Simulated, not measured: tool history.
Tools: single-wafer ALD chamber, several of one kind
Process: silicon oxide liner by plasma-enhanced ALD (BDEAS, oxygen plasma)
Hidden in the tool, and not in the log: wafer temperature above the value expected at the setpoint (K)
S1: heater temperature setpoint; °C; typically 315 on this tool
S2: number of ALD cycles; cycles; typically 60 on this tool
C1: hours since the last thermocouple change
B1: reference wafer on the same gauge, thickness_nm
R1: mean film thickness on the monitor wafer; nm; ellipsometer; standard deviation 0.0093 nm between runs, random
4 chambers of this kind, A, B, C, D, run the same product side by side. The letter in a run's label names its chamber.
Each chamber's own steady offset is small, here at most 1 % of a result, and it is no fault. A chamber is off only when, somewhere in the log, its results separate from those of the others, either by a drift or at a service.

| run | hour | S1 | S2 | C1 | B1 | R1 |
|---|---|---|---|---|---|---|
| 1D | 11.6 | 315 | 60 | 216.3 | 6.0016 | 5.4441 |
| 2C | 18.8 | 315 | 60 | 2026.7 | 6.0022 | 5.5263 |
| 3B | 28.4 | 315 | 60 | 1140.5 | 6.0078 | 5.4571 |
| 4A | 35.4 | 315 | 60 | 1427.0 | 6.0063 | 5.4480 |
| 5C | 45.7 | 315 | 60 | 2053.6 | 6.0028 | 5.5202 |
| 6D | 53.7 | 315 | 60 | 258.4 | 6.0074 | 5.4578 |
| 7A | 64.4 | 315 | 60 | 1456.0 | 6.0084 | 5.4480 |
| 8B | 72.3 | 315 | 60 | 1184.4 | 6.0126 | 5.4843 |
| 9B | 78.9 | 315 | 60 | 1191.0 | 6.0087 | 5.4762 |
| 10C | 85.2 | 315 | 60 | 2093.1 | 6.0121 | 5.5245 |
| 11A | 92.5 | 321 | 60 | 1484.1 | 6.0077 | 5.3854 |
| 12D | 100.9 | 321 | 60 | 305.6 | 6.0116 | 5.3981 |
| 13A | 108.7 | 321 | 60 | 1500.3 | 6.0150 | 5.4005 |
| 14C | 121.9 | 321 | 60 | 2129.8 | 6.0178 | 5.4727 |
| 15B | 133.8 | 315 | 60 | 1245.9 | 6.0192 | 5.4803 |
| 16D | 146.2 | 315 | 60 | 350.9 | 6.0206 | 5.4624 |
| 17D | 154.2 | 315 | 60 | 358.9 | 6.0220 | 5.4676 |
| 18A | 163.8 | 315 | 60 | 1555.4 | 6.0220 | 5.4553 |
| 19B | 171.2 | 315 | 60 | 1283.3 | 6.0215 | 5.4908 |
| 20C | 183.6 | 315 | 60 | 2191.5 | 6.0237 | 5.5383 |
| 21A | 190.1 | 308 | 66 | 1581.7 | 6.0254 | 6.0580 |
| 22B | 199.5 | 308 | 66 | 1311.6 | 6.0267 | 6.1021 |
| 23C | 208.6 | 308 | 66 | 2216.5 | 6.0278 | 6.1594 |
| 24D | 215.2 | 308 | 66 | 419.9 | 6.0260 | 6.0935 |
| 25C | 226.6 | 315 | 60 | 2234.5 | 6.0304 | 5.5394 |
| 26A | 234.7 | 306 | 60 | 1626.3 | 6.0302 | 5.5488 |
| 27D | 245.6 | 306 | 60 | 450.3 | 6.0337 | 5.5658 |
| 28B | 252.4 | 306 | 60 | 1364.5 | 6.0353 | 5.5832 |
| 29C | 265.9 | 306 | 60 | 2273.8 | 6.0345 | 5.6035 |
| 30D | 278.9 | 315 | 60 | 483.6 | 6.0355 | 5.4731 |
| 31B | 287.9 | 325 | 60 | 1400.0 | 6.0378 | 5.4268 |
| 32A | 297.2 | 325 | 60 | 1688.8 | 6.0372 | 5.3895 |
| 33C | 309.2 | 325 | 60 | 2317.1 | 6.0393 | 5.4520 |

Next, every chamber runs the same settings. What will each give?
| 34A | 319.2 | 315 | 68 |  |  | ? |
| 34B | 319.2 | 315 | 68 |  |  | ? |
| 34C | 319.2 | 315 | 68 |  |  | ? |
| 34D | 319.2 | 315 | 68 |  |  | ? |

| run | R1 |
|---|---|
| 34A | 6.2203 |
| 34B | 6.2231 |
| 34C | 6.2877 |
| 34D | 6.1958 |
